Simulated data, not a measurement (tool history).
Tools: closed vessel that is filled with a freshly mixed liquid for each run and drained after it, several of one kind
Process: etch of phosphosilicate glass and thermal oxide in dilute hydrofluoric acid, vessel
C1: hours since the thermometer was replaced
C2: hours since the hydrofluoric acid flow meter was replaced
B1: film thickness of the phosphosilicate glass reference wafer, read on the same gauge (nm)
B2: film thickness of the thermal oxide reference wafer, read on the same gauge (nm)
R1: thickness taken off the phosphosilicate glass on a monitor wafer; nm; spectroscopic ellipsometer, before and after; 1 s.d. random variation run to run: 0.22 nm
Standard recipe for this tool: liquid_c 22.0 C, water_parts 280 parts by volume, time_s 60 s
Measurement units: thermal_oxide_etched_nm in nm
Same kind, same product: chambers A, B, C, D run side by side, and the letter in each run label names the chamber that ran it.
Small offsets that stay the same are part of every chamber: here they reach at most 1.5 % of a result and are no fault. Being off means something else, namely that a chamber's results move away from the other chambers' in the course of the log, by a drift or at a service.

run 1C hour=3.4 | liquid_c=22.0 water_parts=280 time_s=60 | C1=388.2 C2=391.6 | B1=40.003 B2=30.040 | R1=32.500 thermal_oxide_etched_nm=0.75904
run 2D hour=6.9 | liquid_c=22.0 water_parts=280 time_s=60 | C1=2315.7 C2=33.8 | B1=40.027 B2=29.973 | R1=32.731 thermal_oxide_etched_nm=0.81555
run 3B hour=10.3 | liquid_c=22.0 water_parts=280 time_s=60 | C1=1468.4 C2=489.4 | B1=39.971 B2=30.024 | R1=32.916 thermal_oxide_etched_nm=0.81431
run 4A hour=14.3 | liquid_c=22.0 water_parts=280 time_s=60 | C1=210.8 C2=49.6 | B1=40.074 B2=30.021 | R1=32.875 thermal_oxide_etched_nm=0.77383
run 5A hour=17.6 | liquid_c=22.0 water_parts=280 time_s=60 | C1=214.1 C2=52.9 | B1=40.007 B2=30.003 | R1=32.673 thermal_oxide_etched_nm=0.80961
run 6C hour=22.0 | liquid_c=22.0 water_parts=280 time_s=60 | C1=406.8 C2=410.2 | B1=39.965 B2=29.982 | R1=32.633 thermal_oxide_etched_nm=0.76058
run 7D hour=26.1 | liquid_c=22.0 water_parts=280 time_s=60 | C1=2334.9 C2=53.0 | B1=40.033 B2=29.926 | R1=32.585 thermal_oxide_etched_nm=0.80387
run 8B hour=30.7 | liquid_c=22.0 water_parts=280 time_s=60 | C1=1488.8 C2=509.8 | B1=40.021 B2=29.966 | R1=32.948 thermal_oxide_etched_nm=0.75631
run 9C hour=32.7 | liquid_c=22.0 water_parts=280 time_s=60 | C1=417.5 C2=420.9 | B1=40.028 B2=29.977 | R1=32.701 thermal_oxide_etched_nm=0.79329
run 10A hour=35.5 | liquid_c=22.0 water_parts=280 time_s=60 | C1=232.0 C2=70.8 | B1=40.005 B2=30.032 | R1=32.513 thermal_oxide_etched_nm=0.79118
run 11B hour=39.6 | liquid_c=22.0 water_parts=280 time_s=60 | C1=1497.7 C2=518.7 | B1=40.004 B2=29.984 | R1=32.852 thermal_oxide_etched_nm=0.79260
run 12D hour=42.7 | liquid_c=22.0 water_parts=280 time_s=60 | C1=2351.5 C2=69.6 | B1=40.055 B2=30.045 | R1=32.452 thermal_oxide_etched_nm=0.82445
run 13A hour=46.1 | liquid_c=22.0 water_parts=280 time_s=60 | C1=242.6 C2=81.4 | B1=39.987 B2=30.018 | R1=32.806 thermal_oxide_etched_nm=0.74443
run 14B hour=49.1 | liquid_c=22.0 water_parts=280 time_s=60 | C1=1507.2 C2=528.2 | B1=40.025 B2=29.992 | R1=32.871 thermal_oxide_etched_nm=0.73371
run 15C hour=51.9 | liquid_c=22.0 water_parts=280 time_s=60 | C1=436.7 C2=440.1 | B1=40.025 B2=29.983 | R1=32.849 thermal_oxide_etched_nm=0.85485
run 16D hour=54.8 | liquid_c=22.0 water_parts=280 time_s=60 | C1=2363.6 C2=81.7 | B1=39.991 B2=30.021 | R1=32.491 thermal_oxide_etched_nm=0.77564
run 17C hour=57.9 | liquid_c=22.0 water_parts=280 time_s=60 | C1=442.7 C2=446.1 | B1=39.974 B2=29.989 | R1=32.717 thermal_oxide_etched_nm=0.72893
run 18D hour=60.1 | liquid_c=22.0 water_parts=280 time_s=60 | C1=2368.9 C2=87.0 | B1=39.966 B2=30.047 | R1=32.614 thermal_oxide_etched_nm=0.79244
run 19A hour=64.4 | liquid_c=22.0 water_parts=280 time_s=60 | C1=260.9 C2=99.7 | B1=39.993 B2=30.006 | R1=32.843 thermal_oxide_etched_nm=0.74980
run 20B hour=68.8 | liquid_c=22.0 water_parts=280 time_s=60 | C1=1526.9 C2=547.9 | B1=40.004 B2=29.975 | R1=32.501 thermal_oxide_etched_nm=0.76876
run 21A hour=72.3 | liquid_c=22.0 water_parts=280 time_s=60 | C1=268.8 C2=107.6 | B1=40.053 B2=30.012 | R1=32.804 thermal_oxide_etched_nm=0.76979
run 22C hour=75.2 | liquid_c=22.0 water_parts=280 time_s=60 | C1=460.0 C2=463.4 | B1=39.995 B2=29.970 | R1=32.924 thermal_oxide_etched_nm=0.79575
run 23B hour=78.5 | liquid_c=22.0 water_parts=280 time_s=60 | C1=1536.6 C2=557.6 | B1=40.008 B2=29.984 | R1=32.693 thermal_oxide_etched_nm=0.77966
run 24D hour=80.9 | liquid_c=22.0 water_parts=280 time_s=60 | C1=2389.7 C2=107.8 | B1=39.996 B2=30.007 | R1=32.444 thermal_oxide_etched_nm=0.76349
run 25D hour=84.6 | liquid_c=22.0 water_parts=280 time_s=60 | C1=2393.4 C2=111.5 | B1=40.021 B2=29.970 | R1=32.639 thermal_oxide_etched_nm=0.82067
run 26B hour=87.6 | liquid_c=22.0 water_parts=280 time_s=60 | C1=1545.7 C2=566.7 | B1=40.016 B2=29.996 | R1=32.606 thermal_oxide_etched_nm=0.78981
run 27C hour=90.3 | liquid_c=22.0 water_parts=280 time_s=60 | C1=475.1 C2=478.5 | B1=40.035 B2=29.996 | R1=32.737 thermal_oxide_etched_nm=0.80593
run 28A hour=93.1 | liquid_c=22.0 water_parts=280 time_s=60 | C1=289.6 C2=128.4 | B1=39.984 B2=29.983 | R1=32.845 thermal_oxide_etched_nm=0.76507
run 29C hour=97.0 | liquid_c=22.0 water_parts=280 time_s=60 | C1=481.8 C2=485.2 | B1=39.954 B2=29.998 | R1=33.123 thermal_oxide_etched_nm=0.80287
run 30A hour=99.4 | liquid_c=22.0 water_parts=280 time_s=60 | C1=295.9 C2=134.7 | B1=39.998 B2=29.995 | R1=32.472 thermal_oxide_etched_nm=0.74104
run 31D hour=101.7 | liquid_c=23.5 water_parts=155 time_s=60 | C1=2410.5 C2=128.6 | B1=40.006 B2=30.002 | R1=70.335 thermal_oxide_etched_nm=1.68660
run 32B hour=104.3 | liquid_c=23.5 water_parts=155 time_s=60 | C1=1562.4 C2=583.4 | B1=40.018 B2=29.998 | R1=70.084 thermal_oxide_etched_nm=1.60780
run 33A hour=107.2 | liquid_c=23.5 water_parts=155 time_s=60 | C1=303.7 C2=142.5 | B1=40.016 B2=29.981 | R1=70.271 thermal_oxide_etched_nm=1.74740
run 34C hour=110.4 | liquid_c=23.5 water_parts=155 time_s=60 | C1=495.2 C2=498.6 | B1=40.004 B2=30.035 | R1=72.183 thermal_oxide_etched_nm=1.72930
run 35B hour=112.5 | liquid_c=25.0 water_parts=280 time_s=30 | C1=1570.6 C2=591.6 | B1=40.039 B2=30.018 | R1=18.247 thermal_oxide_etched_nm=0.43500
run 36D hour=114.7 | liquid_c=25.0 water_parts=280 time_s=30 | C1=2423.5 C2=141.6 | B1=39.991 B2=30.024 | R1=18.051 thermal_oxide_etched_nm=0.41380
run 37A hour=117.7 | liquid_c=25.0 water_parts=280 time_s=30 | C1=314.2 C2=153.0 | B1=40.048 B2=29.999 | R1=18.201 thermal_oxide_etched_nm=0.46183
run 38B hour=120.6 | liquid_c=25.0 water_parts=280 time_s=30 | C1=1578.7 C2=599.7 | B1=39.960 B2=30.007 | R1=17.930 thermal_oxide_etched_nm=0.43878
run 39D hour=125.1 | liquid_c=22.0 water_parts=280 time_s=60 | C1=2433.9 C2=152.0 | B1=39.981 B2=29.979 | R1=32.755 thermal_oxide_etched_nm=0.85549
run 40C hour=127.7 | liquid_c=22.0 water_parts=280 time_s=60 | C1=512.5 C2=515.9 | B1=39.979 B2=30.024 | R1=32.495 thermal_oxide_etched_nm=0.80280

Next, every chamber runs the same settings. What will each give?
run 41A hour=131.0 | liquid_c=22.0 water_parts=360 time_s=60 | R1=? thermal_oxide_etched_nm=?
run 41B hour=131.0 | liquid_c=22.0 water_parts=360 time_s=60 | R1=? thermal_oxide_etched_nm=?
run 41C hour=131.0 | liquid_c=22.0 water_parts=360 time_s=60 | R1=? thermal_oxide_etched_nm=?
run 41D hour=131.0 | liquid_c=22.0 water_parts=360 time_s=60 | R1=? thermal_oxide_etched_nm=?

run=41A R1=23.773 thermal_oxide_etched_nm=0.58942
run=41B R1=23.818 thermal_oxide_etched_nm=0.53802
run=41C R1=23.687 thermal_oxide_etched_nm=0.55903
run=41D R1=23.855 thermal_oxide_etched_nm=0.54903

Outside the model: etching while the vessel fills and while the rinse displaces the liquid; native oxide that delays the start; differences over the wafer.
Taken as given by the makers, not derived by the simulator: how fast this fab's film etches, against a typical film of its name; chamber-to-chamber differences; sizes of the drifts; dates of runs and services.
